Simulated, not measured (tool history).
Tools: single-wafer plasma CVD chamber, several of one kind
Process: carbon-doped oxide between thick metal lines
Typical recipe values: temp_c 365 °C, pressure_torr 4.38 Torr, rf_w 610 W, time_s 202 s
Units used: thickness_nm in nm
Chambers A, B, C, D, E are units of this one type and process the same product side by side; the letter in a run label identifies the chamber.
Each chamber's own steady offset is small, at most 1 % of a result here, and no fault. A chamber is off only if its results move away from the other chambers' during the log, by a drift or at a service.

| run | hour | temp_c | pressure_torr | rf_w | time_s | read-back reference wafer on the same gauge, thickness_nm | thickness_nm |
|---|---|---|---|---|---|---|---|
| 1C | 3.5 | 365 | 4.38 | 610 | 202 | 1170.3 | 1075.60 |
| 2D | 8.3 | 365 | 4.38 | 610 | 202 | 1170.3 | 1064.00 |
| 3A | 13.4 | 365 | 4.38 | 610 | 202 | 1170.5 | 1091.40 |
| 4B | 19.1 | 365 | 4.38 | 610 | 202 | 1170.3 | 1072.60 |
| 5E | 23.0 | 365 | 4.38 | 610 | 202 | 1171.4 | 1061.10 |
| 6E | 26.9 | 365 | 4.38 | 610 | 202 | 1170.4 | 1087.90 |
| 7C | 31.1 | 365 | 4.38 | 610 | 202 | 1168.8 | 1095.80 |
| 8D | 35.3 | 365 | 4.38 | 610 | 202 | 1169.6 | 1077.90 |
| 9A | 42.8 | 365 | 3.53 | 610 | 169 | 1168.7 | 879.03 |
| 10B | 46.6 | 365 | 3.53 | 610 | 169 | 1169.2 | 871.82 |
| 11C | 50.4 | 365 | 3.53 | 610 | 169 | 1170.8 | 885.57 |
| 12D | 56.8 | 365 | 3.53 | 610 | 169 | 1168.9 | 875.32 |
| 13E | 60.6 | 365 | 3.53 | 610 | 169 | 1169.2 | 885.67 |
| 14A | 67.0 | 365 | 4.38 | 610 | 202 | 1168.4 | 1084.00 |
| 15B | 71.7 | 365 | 4.38 | 610 | 202 | 1169.8 | 1067.50 |
| 16D | 75.9 | 365 | 4.38 | 610 | 202 | 1170.5 | 1079.00 |
| 17E | 82.2 | 365 | 4.38 | 610 | 202 | 1170.2 | 1074.20 |
| 18A | 88.2 | 365 | 4.38 | 610 | 202 | 1171.3 | 1096.60 |
| 19B | 92.9 | 365 | 4.38 | 610 | 202 | 1169.5 | 1074.30 |
| 20C | 98.5 | 365 | 4.38 | 610 | 202 | 1171.5 | 1094.70 |
| 21C | 102.3 | 365 | 4.38 | 610 | 202 | 1169.7 | 1093.60 |
| 22B | 110.5 | 365 | 4.38 | 610 | 202 | 1169.8 | 1076.40 |
| 23A | 117.5 | 365 | 4.38 | 610 | 202 | 1172.4 | 1092.10 |
| 24D | 123.0 | 365 | 4.38 | 610 | 202 | 1168.9 | 1083.50 |
| 25E | 129.9 | 365 | 4.38 | 610 | 202 | 1169.8 | 1066.40 |
| 26B | 134.9 | 365 | 4.38 | 610 | 202 | 1169.6 | 1082.80 |
| 27C | 138.7 | 365 | 3.64 | 610 | 202 | 1169.9 | 1058.40 |
|  | 141.5 | chamber A: capacitance manometer re-zeroed and calibrated |
| 28E | 146.8 | 365 | 3.64 | 610 | 202 | 1172.3 | 1053.80 |
| 29D | 154.0 | 365 | 3.64 | 610 | 202 | 1172.3 | 1051.70 |
|  | 154.6 | chamber C: RF generator calibrated |
| 30A | 158.5 | 365 | 3.64 | 610 | 202 | 1170.0 | 1065.60 |
| 31E | 163.1 | 365 | 3.64 | 610 | 202 | 1169.7 | 1045.10 |
| 32B | 169.7 | 365 | 4.38 | 610 | 202 | 1169.9 | 1077.20 |
| 33A | 173.7 | 365 | 4.38 | 610 | 202 | 1169.0 | 1088.30 |
| 34D | 177.7 | 365 | 4.38 | 610 | 202 | 1168.5 | 1073.20 |
| 35C | 182.4 | 365 | 4.38 | 610 | 202 | 1168.1 | 1095.20 |
| 36B | 190.4 | 365 | 4.38 | 610 | 202 | 1170.2 | 1070.10 |
| 37C | 195.6 | 365 | 4.38 | 610 | 202 | 1170.0 | 1091.00 |
| 38E | 199.7 | 365 | 4.38 | 610 | 202 | 1171.2 | 1077.40 |
| 39D | 206.6 | 365 | 4.38 | 610 | 202 | 1170.3 | 1077.30 |
| 40A | 214.2 | 365 | 4.38 | 610 | 202 | 1171.7 | 1096.70 |
| 41C | 218.7 | 365 | 4.38 | 610 | 202 | 1171.1 | 1084.40 |
| 42A | 226.4 | 365 | 3.86 | 610 | 202 | 1171.5 | 1074.40 |

Next, every chamber runs the same settings. What will each give?
| 43A | 232.3 | 365 | 4.76 | 610 | 202 |  | ? |
| 43B | 232.3 | 365 | 4.76 | 610 | 202 |  | ? |
| 43C | 232.3 | 365 | 4.76 | 610 | 202 |  | ? |
| 43D | 232.3 | 365 | 4.76 | 610 | 202 |  | ? |
| 43E | 232.3 | 365 | 4.76 | 610 | 202 |  | ? |

| run | thickness_nm |
|---|---|
| 43A | 1098.20 |
| 43B | 1081.30 |
| 43C | 1105.20 |
| 43D | 1090.10 |
| 43E | 1099.90 |
